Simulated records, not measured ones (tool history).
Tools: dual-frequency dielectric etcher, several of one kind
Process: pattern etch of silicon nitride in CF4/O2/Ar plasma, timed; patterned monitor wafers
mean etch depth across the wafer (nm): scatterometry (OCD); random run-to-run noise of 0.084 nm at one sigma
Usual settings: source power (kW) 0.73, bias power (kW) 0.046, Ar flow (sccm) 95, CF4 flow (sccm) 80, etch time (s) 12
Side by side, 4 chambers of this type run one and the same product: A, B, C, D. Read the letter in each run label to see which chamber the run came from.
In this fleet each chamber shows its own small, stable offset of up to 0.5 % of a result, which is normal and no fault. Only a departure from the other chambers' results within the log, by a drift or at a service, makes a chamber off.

run	day	source power (kW)	bias power (kW)	Ar flow (sccm)	CF4 flow (sccm)	etch time (s)	read-back reference wafer on the same gauge, depth_nm	mean etch depth across the wafer (nm)
1B	0.133	0.73	0.046	95	80	12	29.188	30.163
2D	0.35	0.73	0.046	95	80	12	29.206	30.159
3C	0.479	0.73	0.046	95	80	12	29.185	30.205
4A	0.6	0.73	0.046	95	80	12	29.201	30.103
5B	0.725	0.73	0.046	95	80	12	29.197	30.222
6D	0.833	0.73	0.046	95	80	12	29.212	30.238
7A	1.025	0.73	0.046	95	80	12	29.205	29.803
8C	1.242	0.73	0.046	95	80	12	29.187	30.199
9B	1.429	0.73	0.046	95	80	12	29.191	30.204
10A	1.646	0.73	0.046	95	80	12	29.211	29.913
11D	1.771	0.73	0.046	95	80	12	29.206	30.049
# day 1.833: chamber C: wet clean of the chamber
12C	1.988	0.73	0.046	95	80	12	29.195	31.199
13A	2.158	0.73	0.038	95	80	12	29.223	28.029
14D	2.296	0.73	0.038	95	80	12	29.208	28.154
15B	2.467	0.73	0.038	95	80	12	29.212	28.207
16C	2.617	0.73	0.038	95	80	12	29.205	29.311
17D	2.721	0.73	0.046	95	80	12	29.185	30.194
18A	2.9	0.73	0.046	95	80	12	29.204	29.897
19C	3.092	0.73	0.046	95	80	12	29.193	31.352
20B	3.204	0.73	0.046	95	80	12	29.21	30.015
21C	3.408	0.73	0.046	95	80	12	29.21	31.332
22A	3.617	0.73	0.046	95	80	12	29.202	30.035
23B	3.729	0.73	0.046	95	80	12	29.171	30.119
24D	3.875	0.73	0.046	95	80	12	29.19	30.236
25D	3.971	0.73	0.046	95	80	12	29.225	30.074
26B	4.121	0.73	0.046	95	80	12	29.199	30.08
27C	4.308	0.73	0.046	95	80	12	29.199	31.276

Predict what each chamber gives when all 4 of them run the settings below next.
28A	4.462	0.73	0.046	95	80	15		?
28B	4.462	0.73	0.046	95	80	15		?
28C	4.462	0.73	0.046	95	80	15		?
28D	4.462	0.73	0.046	95	80	15		?

run	mean etch depth across the wafer (nm)
28A	37.473
28B	37.84
28C	39.078
28D	37.79

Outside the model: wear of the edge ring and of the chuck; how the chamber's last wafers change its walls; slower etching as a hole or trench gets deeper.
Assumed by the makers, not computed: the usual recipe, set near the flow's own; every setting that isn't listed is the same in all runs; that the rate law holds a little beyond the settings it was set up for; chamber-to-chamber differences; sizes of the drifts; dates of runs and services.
